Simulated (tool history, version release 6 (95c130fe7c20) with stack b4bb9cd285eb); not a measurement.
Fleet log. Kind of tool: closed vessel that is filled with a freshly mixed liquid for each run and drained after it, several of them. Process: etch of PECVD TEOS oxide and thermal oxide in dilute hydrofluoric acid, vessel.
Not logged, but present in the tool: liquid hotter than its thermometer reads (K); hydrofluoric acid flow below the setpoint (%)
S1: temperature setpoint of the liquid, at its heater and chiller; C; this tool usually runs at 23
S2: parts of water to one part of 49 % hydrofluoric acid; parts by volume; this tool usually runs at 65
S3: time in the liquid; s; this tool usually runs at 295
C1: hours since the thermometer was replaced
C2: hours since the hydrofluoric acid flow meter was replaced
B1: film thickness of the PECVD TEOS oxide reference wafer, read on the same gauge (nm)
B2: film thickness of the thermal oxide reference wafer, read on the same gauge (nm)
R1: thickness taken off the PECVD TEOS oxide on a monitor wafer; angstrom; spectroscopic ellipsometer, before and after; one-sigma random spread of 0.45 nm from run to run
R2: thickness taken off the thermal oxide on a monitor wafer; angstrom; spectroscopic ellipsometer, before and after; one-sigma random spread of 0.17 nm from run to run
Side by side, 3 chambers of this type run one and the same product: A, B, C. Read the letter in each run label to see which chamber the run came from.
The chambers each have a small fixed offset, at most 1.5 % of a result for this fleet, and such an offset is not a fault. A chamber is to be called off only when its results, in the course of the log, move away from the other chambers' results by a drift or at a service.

| run | hour | S1 | S2 | S3 | C1 | C2 | B1 | B2 | R1 | R2 |
|---|---|---|---|---|---|---|---|---|---|---|
| 1C | 12.4 | 23 | 65 | 295 | 27.7 | 532.7 | 150.02 | 99.988 | 492.39 | 216.82 |
| 2A | 26.1 | 23 | 65 | 295 | 137.0 | 902.2 | 149.96 | 100.010 | 478.35 | 218.12 |
| 3B | 36.3 | 23 | 65 | 295 | 489.3 | 1533.6 | 150.00 | 100.000 | 475.25 | 214.63 |
| 4A | 43.6 | 23 | 65 | 295 | 154.5 | 919.7 | 150.00 | 100.000 | 482.49 | 221.21 |
| 5B | 57.3 | 23 | 65 | 295 | 510.3 | 1554.6 | 149.99 | 99.997 | 482.50 | 215.72 |
| 6C | 71.2 | 23 | 65 | 295 | 86.5 | 591.5 | 150.01 | 100.010 | 482.69 | 214.92 |
| 7A | 85.7 | 23 | 65 | 140 | 196.6 | 961.8 | 149.97 | 100.020 | 226.28 | 104.31 |
|  | 91.5 | chamber A: hydrofluoric acid flow meter replaced |
| 8C | 96.8 | 23 | 65 | 140 | 112.1 | 617.1 | 150.00 | 100.000 | 232.57 | 104.26 |
| 9B | 112.3 | 23 | 65 | 140 | 565.3 | 1609.6 | 150.03 | 99.995 | 227.46 | 101.44 |
| 10B | 125.6 | 23 | 65 | 295 | 578.6 | 1622.9 | 150.02 | 99.986 | 487.16 | 214.75 |
| 11C | 138.6 | 23 | 65 | 295 | 153.9 | 658.9 | 150.00 | 99.985 | 491.42 | 214.83 |
| 12A | 146.8 | 23 | 65 | 295 | 257.7 | 55.3 | 150.01 | 100.000 | 481.56 | 220.19 |
| 13C | 161.7 | 23 | 65 | 295 | 177.0 | 682.0 | 150.00 | 100.000 | 484.50 | 216.72 |
| 14A | 168.8 | 23 | 65 | 295 | 279.7 | 77.3 | 150.01 | 100.010 | 495.51 | 217.27 |
| 15B | 178.0 | 23 | 35 | 295 | 631.0 | 1675.3 | 150.02 | 99.998 | 942.43 | 417.59 |
| 16B | 185.4 | 23 | 35 | 295 | 638.4 | 1682.7 | 149.98 | 99.984 | 944.63 | 413.86 |
| 17C | 197.2 | 23 | 35 | 295 | 212.5 | 717.5 | 149.97 | 100.000 | 928.02 | 412.05 |
| 18A | 213.1 | 23 | 65 | 295 | 324.0 | 121.6 | 149.99 | 100.000 | 489.93 | 216.11 |
| 19C | 227.5 | 23 | 65 | 295 | 242.8 | 747.8 | 150.02 | 100.000 | 488.80 | 217.14 |
| 20B | 236.2 | 23 | 65 | 295 | 689.2 | 1733.5 | 149.97 | 99.991 | 491.58 | 214.83 |
| 21A | 249.1 | 23 | 65 | 295 | 360.0 | 157.6 | 150.02 | 99.995 | 485.48 | 217.36 |
| 22A | 257.6 | 23 | 65 | 295 | 368.5 | 166.1 | 150.00 | 99.998 | 478.48 | 216.68 |
| 23C | 265.5 | 23 | 65 | 295 | 280.8 | 785.8 | 149.99 | 100.010 | 488.72 | 218.43 |
| 24B | 272.7 | 23 | 65 | 295 | 725.7 | 1770.0 | 149.99 | 100.020 | 478.92 | 214.83 |
| 25A | 283.4 | 23 | 65 | 295 | 394.3 | 191.9 | 150.02 | 99.998 | 477.39 | 219.82 |
| 26B | 291.4 | 23 | 65 | 295 | 744.4 | 1788.7 | 150.02 | 99.995 | 479.23 | 213.12 |
| 27C | 302.8 | 23 | 65 | 295 | 318.1 | 823.1 | 150.02 | 99.992 | 481.24 | 215.00 |
| 28A | 317.6 | 23 | 90 | 295 | 428.5 | 226.1 | 149.97 | 100.010 | 343.73 | 153.94 |
| 29B | 331.7 | 23 | 90 | 295 | 784.7 | 1829.0 | 150.00 | 100.010 | 332.45 | 149.56 |

All chambers now run identical settings, listed one chamber a line with results as question marks. What results will each chamber show?
| 30A | 343.2 | 23 | 65 | 295 |  |  |  |  | ? | ? |
| 30B | 343.2 | 23 | 65 | 295 |  |  |  |  | ? | ? |
| 30C | 343.2 | 23 | 65 | 295 |  |  |  |  | ? | ? |

| run | R1 | R2 |
|---|---|---|
| 30A | 487.86 | 219.14 |
| 30B | 490.40 | 217.66 |
| 30C | 494.08 | 217.13 |
